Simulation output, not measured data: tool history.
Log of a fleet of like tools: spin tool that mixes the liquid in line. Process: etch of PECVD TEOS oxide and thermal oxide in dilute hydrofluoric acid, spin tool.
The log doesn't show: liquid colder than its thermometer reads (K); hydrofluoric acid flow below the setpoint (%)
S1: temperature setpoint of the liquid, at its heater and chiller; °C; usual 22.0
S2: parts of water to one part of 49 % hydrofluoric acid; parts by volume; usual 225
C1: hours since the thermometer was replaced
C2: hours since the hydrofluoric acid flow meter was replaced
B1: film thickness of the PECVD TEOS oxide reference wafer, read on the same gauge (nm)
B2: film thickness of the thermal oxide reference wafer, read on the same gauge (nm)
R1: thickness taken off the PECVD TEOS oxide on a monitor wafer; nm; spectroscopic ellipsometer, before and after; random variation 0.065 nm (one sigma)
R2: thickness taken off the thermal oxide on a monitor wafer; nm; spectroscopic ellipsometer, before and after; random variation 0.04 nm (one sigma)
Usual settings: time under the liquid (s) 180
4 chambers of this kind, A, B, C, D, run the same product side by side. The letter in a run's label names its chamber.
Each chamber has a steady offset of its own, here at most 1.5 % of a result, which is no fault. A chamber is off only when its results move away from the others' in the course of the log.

-- day=0.100 chamber A: hydrofluoric acid flow meter replaced
run 1D day=0.229 | S1=22.0 S2=225 time_under_the_liquid_(s)=180 | C1=1271.3 C2=1750.2 | B1=110.02 B2=140.02 | R1=6.9836 R2=3.0037
run 2B day=0.558 | S1=22.0 S2=225 time_under_the_liquid_(s)=180 | C1=156.0 C2=1172.1 | B1=109.98 B2=140.00 | R1=7.0577 R2=3.0746
run 3C day=0.758 | S1=22.0 S2=225 time_under_the_liquid_(s)=180 | C1=1570.2 C2=520.8 | B1=109.99 B2=139.99 | R1=7.1442 R2=3.0047
run 4A day=0.962 | S1=22.0 S2=225 time_under_the_liquid_(s)=180 | C1=214.8 C2=20.7 | B1=110.01 B2=140.00 | R1=7.1726 R2=3.0593
run 5D day=1.312 | S1=22.0 S2=225 time_under_the_liquid_(s)=180 | C1=1297.3 C2=1776.2 | B1=110.01 B2=139.98 | R1=7.0910 R2=3.0766
run 6A day=1.562 | S1=22.0 S2=225 time_under_the_liquid_(s)=180 | C1=229.2 C2=35.1 | B1=110.00 B2=139.99 | R1=7.0687 R2=3.1118
run 7B day=1.879 | S1=22.0 S2=225 time_under_the_liquid_(s)=180 | C1=187.7 C2=1203.8 | B1=109.99 B2=139.98 | R1=7.1595 R2=3.1364
run 8C day=2.125 | S1=22.0 S2=225 time_under_the_liquid_(s)=180 | C1=1603.0 C2=553.6 | B1=109.98 B2=140.01 | R1=7.1746 R2=3.0431
run 9D day=2.442 | S1=22.0 S2=225 time_under_the_liquid_(s)=180 | C1=1324.4 C2=1803.3 | B1=109.97 B2=139.99 | R1=7.0544 R2=3.1194
run 10A day=2.733 | S1=22.0 S2=225 time_under_the_liquid_(s)=180 | C1=257.3 C2=63.2 | B1=110.02 B2=139.99 | R1=7.1212 R2=3.0811
run 11C day=2.979 | S1=22.0 S2=225 time_under_the_liquid_(s)=180 | C1=1623.5 C2=574.1 | B1=109.96 B2=140.00 | R1=7.1321 R2=3.0478
run 12B day=3.300 | S1=22.0 S2=225 time_under_the_liquid_(s)=180 | C1=221.8 C2=1237.9 | B1=110.02 B2=140.01 | R1=7.0949 R2=3.0579
run 13B day=3.600 | S1=22.0 S2=225 time_under_the_liquid_(s)=180 | C1=229.0 C2=1245.1 | B1=110.00 B2=140.00 | R1=7.0612 R2=3.1057
run 14A day=3.846 | S1=22.0 S2=225 time_under_the_liquid_(s)=180 | C1=284.0 C2=89.9 | B1=110.03 B2=139.97 | R1=7.0501 R2=3.0926
run 15D day=4.054 | S1=22.0 S2=225 time_under_the_liquid_(s)=180 | C1=1363.1 C2=1842.0 | B1=110.00 B2=140.00 | R1=7.1784 R2=3.0894
run 16C day=4.433 | S1=22.0 S2=225 time_under_the_liquid_(s)=180 | C1=1658.4 C2=609.0 | B1=110.00 B2=140.00 | R1=7.2571 R2=2.9909
run 17C day=4.821 | S1=22.0 S2=225 time_under_the_liquid_(s)=180 | C1=1667.7 C2=618.3 | B1=109.99 B2=140.02 | R1=7.0647 R2=3.0434
run 18D day=5.221 | S1=22.0 S2=225 time_under_the_liquid_(s)=180 | C1=1391.1 C2=1870.0 | B1=110.01 B2=140.00 | R1=7.0390 R2=3.0732
run 19B day=5.604 | S1=22.0 S2=225 time_under_the_liquid_(s)=180 | C1=277.1 C2=1293.2 | B1=109.97 B2=140.01 | R1=6.8190 R2=3.0074
run 20A day=5.946 | S1=22.0 S2=225 time_under_the_liquid_(s)=180 | C1=334.4 C2=140.3 | B1=109.99 B2=139.99 | R1=7.0944 R2=3.0789
run 21D day=6.129 | S1=22.0 S2=225 time_under_the_liquid_(s)=105 | C1=1412.9 C2=1891.8 | B1=110.01 B2=140.02 | R1=4.1716 R2=1.7892
run 22C day=6.508 | S1=22.0 S2=225 time_under_the_liquid_(s)=105 | C1=1708.2 C2=658.8 | B1=110.03 B2=140.01 | R1=4.1649 R2=1.7190
run 23A day=6.696 | S1=22.0 S2=225 time_under_the_liquid_(s)=105 | C1=352.4 C2=158.3 | B1=110.02 B2=140.01 | R1=4.1678 R2=1.7504
run 24B day=6.950 | S1=22.0 S2=225 time_under_the_liquid_(s)=105 | C1=309.4 C2=1325.5 | B1=110.02 B2=139.94 | R1=3.8363 R2=1.6638
run 25A day=7.233 | S1=20.5 S2=225 time_under_the_liquid_(s)=280 | C1=365.3 C2=171.2 | B1=109.97 B2=139.98 | R1=10.4020 R2=4.6015
run 26C day=7.483 | S1=20.5 S2=225 time_under_the_liquid_(s)=280 | C1=1731.6 C2=682.2 | B1=110.01 B2=140.00 | R1=10.4550 R2=4.4589
run 27B day=7.833 | S1=20.5 S2=225 time_under_the_liquid_(s)=280 | C1=330.6 C2=1346.7 | B1=110.02 B2=140.00 | R1=9.4811 R2=4.1123
run 28D day=8.104 | S1=20.5 S2=225 time_under_the_liquid_(s)=280 | C1=1460.3 C2=1939.2 | B1=110.05 B2=139.97 | R1=10.2500 R2=4.5196
run 29C day=8.500 | S1=22.0 S2=225 time_under_the_liquid_(s)=180 | C1=1756.0 C2=706.6 | B1=109.96 B2=139.99 | R1=7.2298 R2=3.0406

Is one chamber off against the others, does the gauge drift, or is nothing wrong? If a chamber is off, say which, and what the likeliest cause is.

Chamber B drifts away from the others.
Cause: hydrofluoric acid flow below the setpoint (%) = 8.42.
The log may not tell that from: liquid colder than its thermometer reads (K).

Here are 4 candidates for chamber B's next run, each the usual settings with a change, their results left as question marks. Which one brings its results back in line with what the others give on the usual settings?
In line means no further than this from the other chambers' mean on the usual settings: R1 0.2300 nm; R2 0.1400 nm
run 30B-1 day=8.788 | S1=22.0 S2=230 time_under_the_liquid_(s)=175 | R1=? R2=?
run 30B-2 day=8.788 | S1=22.0 S2=235 time_under_the_liquid_(s)=170 | R1=? R2=?
run 30B-3 day=8.788 | S1=22.0 S2=220 time_under_the_liquid_(s)=185 | R1=? R2=?
run 30B-4 day=8.788 | S1=22.0 S2=215 time_under_the_liquid_(s)=190 | R1=? R2=?

The other chambers' mean on the usual settings: R1 7.0919 nm; R2 3.0450 nm
run=30B-1 R1=6.0052 R2=2.6126
run=30B-2 R1=5.6780 R2=2.4702
run=30B-3 R1=6.7113 R2=2.9198
run=30B-4 R1=7.0930 R2=3.0859
30B-4 brings the chamber back in line.

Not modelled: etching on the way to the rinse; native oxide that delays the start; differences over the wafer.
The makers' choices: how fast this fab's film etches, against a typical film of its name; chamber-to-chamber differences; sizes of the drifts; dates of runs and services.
